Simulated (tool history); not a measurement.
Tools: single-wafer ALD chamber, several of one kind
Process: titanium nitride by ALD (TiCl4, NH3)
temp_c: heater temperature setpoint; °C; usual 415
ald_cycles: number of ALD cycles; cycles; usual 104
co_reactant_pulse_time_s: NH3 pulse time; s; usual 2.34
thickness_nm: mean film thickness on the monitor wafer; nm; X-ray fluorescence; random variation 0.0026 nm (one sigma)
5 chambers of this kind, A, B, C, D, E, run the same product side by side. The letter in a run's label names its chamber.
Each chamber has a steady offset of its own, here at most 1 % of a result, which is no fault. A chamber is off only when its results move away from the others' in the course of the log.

run   hour  temp_c  ald_cycles  co_reactant_pulse_time_s  read-back reference wafer on the same gauge, thickness_nm  thickness_nm
 1A    7.5     415         104                      2.34                                                     1.9104        2.3297
 2D   12.4     415         104                      2.34                                                     1.9098         2.316
 3B   16.4     415         104                      2.34                                                     1.9106        2.3377
 4C   24.3     415         104                      2.34                                                       1.91        2.3112
 5E   32.6     415         104                      2.34                                                     1.9109        2.3395
 6D   38.6     415         104                      2.34                                                     1.9112        2.3145
 7E     44     415         104                      2.34                                                     1.9112        2.3447
 8A   50.2     415          88                      2.34                                                     1.9116        1.9683
 9C   55.8     415          88                      2.34                                                     1.9112        1.9575
10B   61.9     415          88                      2.34                                                     1.9121        1.9772
11C   68.2     415          88                      2.34                                                     1.9119        1.9533
12E   72.5     415          88                      2.34                                                     1.9125        1.9788
13B   77.6     415         104                      2.34                                                     1.9124        2.3376
14A   84.9     415         104                      2.34                                                     1.9127         2.332
15D   90.2     415         104                      2.34                                                     1.9127        2.3141
16D   95.9     409         104                      2.34                                                     1.9131        2.3079
17E  101.2     409         104                      2.34                                                     1.9127        2.3358
18B  106.2     409         104                      2.34                                                      1.913        2.3326
19C  115.1     409         104                      2.34                                                     1.9134         2.311
20A  120.2     409         104                      2.34                                                     1.9136        2.3223
21A  127.9     415         104                      2.34                                                     1.9141        2.3303
22D  133.9     415         104                      2.34                                                     1.9135         2.319
23B  140.5     424         104                      1.47                                                     1.9139        2.3125
24C  148.9     424         104                      1.47                                                      1.915        2.2868
25E  157.8     424         104                      1.47                                                      1.915        2.3177
26B    164     424         104                      1.47                                                     1.9151        2.3139
27C  168.5     424         104                      1.47                                                     1.9152        2.2877
28D  175.7     415         104                      2.34                                                      1.915        2.3114
29A    183     415         104                      2.34                                                     1.9154         2.327
30E  188.6     415         104                      2.34                                                     1.9162         2.343
31B  193.1     415         104                      2.34                                                     1.9159        2.3388
32D  201.4     415         104                      2.34                                                     1.9162         2.316
33E  206.9     415         104                      2.34                                                     1.9162        2.3433
34C  211.7     415         104                      2.34                                                     1.9161        2.3132
35A  220.2     415         104                      2.34                                                      1.917        2.3297
36E  227.4     415         104                      2.34                                                     1.9173        2.3448
37B  234.4     415         104                      2.34                                                     1.9173        2.3477
38D  239.2     415         104                      2.34                                                     1.9174        2.3164
39C  247.9     415         104                      2.34                                                     1.9173        2.3187
40A    256     415         104                      2.34                                                     1.9176        2.3324
41C  262.8     415         104                      2.34                                                     1.9179         2.315
42B  270.9     415         104                      2.34                                                     1.9183        2.3446
43D  277.4     415         104                      2.34                                                     1.9187        2.3206
44E  282.7     415         104                      2.34                                                     1.9188        2.3463

What goes on in this fleet: one chamber off, a drifting gauge, or nothing beyond the chambers' own small offsets? Name the chamber and the cause, if any.

The gauge drifts, so all chambers seem to drift together. No chamber is off.
Cause: gauge reads high (%) = 0.456.
